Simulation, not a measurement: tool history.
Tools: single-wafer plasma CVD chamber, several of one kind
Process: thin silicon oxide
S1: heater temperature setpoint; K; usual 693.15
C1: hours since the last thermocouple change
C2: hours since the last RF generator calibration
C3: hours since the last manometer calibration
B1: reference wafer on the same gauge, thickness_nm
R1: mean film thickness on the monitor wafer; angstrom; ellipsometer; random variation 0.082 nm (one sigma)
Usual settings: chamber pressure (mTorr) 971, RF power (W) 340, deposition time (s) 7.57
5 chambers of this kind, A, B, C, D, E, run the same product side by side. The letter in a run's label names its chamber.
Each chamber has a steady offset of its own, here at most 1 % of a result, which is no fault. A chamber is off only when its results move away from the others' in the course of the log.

Run 1A, day 0.100: usual settings; C1 832.9; C2 285.6; C3 931.7; B1 16.607. Result: R1 169.54 angstrom.
Run 2C, day 0.267: usual settings; C1 885.6; C2 1874.2; C3 419.8; B1 16.608. Result: R1 169.98 angstrom.
Run 3E, day 0.362: usual settings; C1 2251.1; C2 1239.1; C3 1582.0; B1 16.602. Result: R1 170.04 angstrom.
Run 4B, day 0.550: usual settings; C1 1015.7; C2 1301.8; C3 94.1; B1 16.607. Result: R1 171.63 angstrom.
Run 5D, day 0.717: usual settings but deposition time (s) 8.19; C1 252.2; C2 469.0; C3 501.8; B1 16.582. Result: R1 185.55 angstrom.
Run 6C, day 0.879: usual settings but deposition time (s) 8.19; C1 900.3; C2 1888.9; C3 434.5; B1 16.602. Result: R1 182.88 angstrom.
Run 7D, day 1.046: usual settings but deposition time (s) 8.19; C1 260.1; C2 476.9; C3 509.7; B1 16.608. Result: R1 183.54 angstrom.
Run 8B, day 1.188: usual settings but deposition time (s) 8.19; C1 1031.0; C2 1317.1; C3 109.4; B1 16.591. Result: R1 183.88 angstrom.
Run 9E, day 1.371: usual settings but deposition time (s) 8.19; C1 2275.3; C2 1263.3; C3 1606.2; B1 16.607. Result: R1 183.53 angstrom.
Run 10A, day 1.496: usual settings but RF power (W) 365; C1 866.4; C2 319.1; C3 965.2; B1 16.608. Result: R1 173.69 angstrom.
Run 11E, day 1.621: usual settings but RF power (W) 365; C1 2281.3; C2 1269.3; C3 1612.2; B1 16.591. Result: R1 175.37 angstrom.
Run 12D, day 1.783: usual settings but RF power (W) 365; C1 277.8; C2 494.6; C3 527.4; B1 16.585. Result: R1 175.29 angstrom.
Run 13B, day 1.983: usual settings but RF power (W) 365; C1 1050.1; C2 1336.2; C3 128.5; B1 16.605. Result: R1 174.75 angstrom.
Run 14A, day 2.183: usual settings but RF power (W) 365; C1 882.9; C2 335.6; C3 981.7; B1 16.610. Result: R1 172.29 angstrom.
Run 15C, day 2.354: usual settings; C1 935.7; C2 1924.3; C3 469.9; B1 16.616. Result: R1 169.91 angstrom.
Run 16C, day 2.542: usual settings; C1 940.2; C2 1928.8; C3 474.4; B1 16.592. Result: R1 170.05 angstrom.
Run 17A, day 2.683: usual settings but deposition time (s) 8.48; C1 894.9; C2 347.6; C3 993.7; B1 16.607. Result: R1 187.13 angstrom.
Run 18D, day 2.888: usual settings but deposition time (s) 8.48; C1 304.3; C2 521.1; C3 553.9; B1 16.592. Result: R1 188.90 angstrom.
Run 19B, day 3.054: usual settings but deposition time (s) 8.48; C1 1075.8; C2 1361.9; C3 154.2; B1 16.592. Result: R1 192.75 angstrom.
Run 20E, day 3.217: usual settings but deposition time (s) 8.48; C1 2319.6; C2 1307.6; C3 1650.5; B1 16.620. Result: R1 191.59 angstrom.
Run 21C, day 3.354: usual settings but deposition time (s) 8.48; C1 959.7; C2 1948.3; C3 493.9; B1 16.593. Result: R1 190.15 angstrom.
Run 22A, day 3.517: usual settings; C1 914.9; C2 367.6; C3 1013.7; B1 16.586. Result: R1 169.74 angstrom.
At day 3.592: chamber E: RF generator calibrated.
Run 23D, day 3.633: usual settings; C1 322.2; C2 539.0; C3 571.8; B1 16.599. Result: R1 170.51 angstrom.
Run 24E, day 3.788: usual settings; C1 2333.3; C2 4.8; C3 1664.2; B1 16.595. Result: R1 169.87 angstrom.
Run 25B, day 3.938: usual settings; C1 1097.0; C2 1383.1; C3 175.4; B1 16.624. Result: R1 171.07 angstrom.
Run 26E, day 4.133: usual settings; C1 2341.6; C2 13.1; C3 1672.5; B1 16.600. Result: R1 170.62 angstrom.
Run 27D, day 4.275: usual settings; C1 337.6; C2 554.4; C3 587.2; B1 16.600. Result: R1 170.22 angstrom.
Run 28B, day 4.446: usual settings; C1 1109.2; C2 1395.3; C3 187.6; B1 16.615. Result: R1 172.11 angstrom.
Run 29A, day 4.575: usual settings; C1 940.3; C2 393.0; C3 1039.1; B1 16.591. Result: R1 168.10 angstrom.
Run 30C, day 4.671: usual settings; C1 991.3; C2 1979.9; C3 525.5; B1 16.625. Result: R1 171.01 angstrom.
Run 31B, day 4.800: usual settings; C1 1117.7; C2 1403.8; C3 196.1; B1 16.614. Result: R1 171.15 angstrom.
Run 32A, day 4.938: usual settings; C1 949.0; C2 401.7; C3 1047.8; B1 16.606. Result: R1 168.07 angstrom.

Next, every chamber runs the same settings. What will each give?
Run 33A, day 5.083: usual settings but RF power (W) 370. Result: R1 ?.
Run 33B, day 5.083: usual settings but RF power (W) 370. Result: R1 ?.
Run 33C, day 5.083: usual settings but RF power (W) 370. Result: R1 ?.
Run 33D, day 5.083: usual settings but RF power (W) 370. Result: R1 ?.
Run 33E, day 5.083: usual settings but RF power (W) 370. Result: R1 ?.

run      R1
33A  174.75
33B  176.85
33C  175.71
33D  174.87
33E  174.97

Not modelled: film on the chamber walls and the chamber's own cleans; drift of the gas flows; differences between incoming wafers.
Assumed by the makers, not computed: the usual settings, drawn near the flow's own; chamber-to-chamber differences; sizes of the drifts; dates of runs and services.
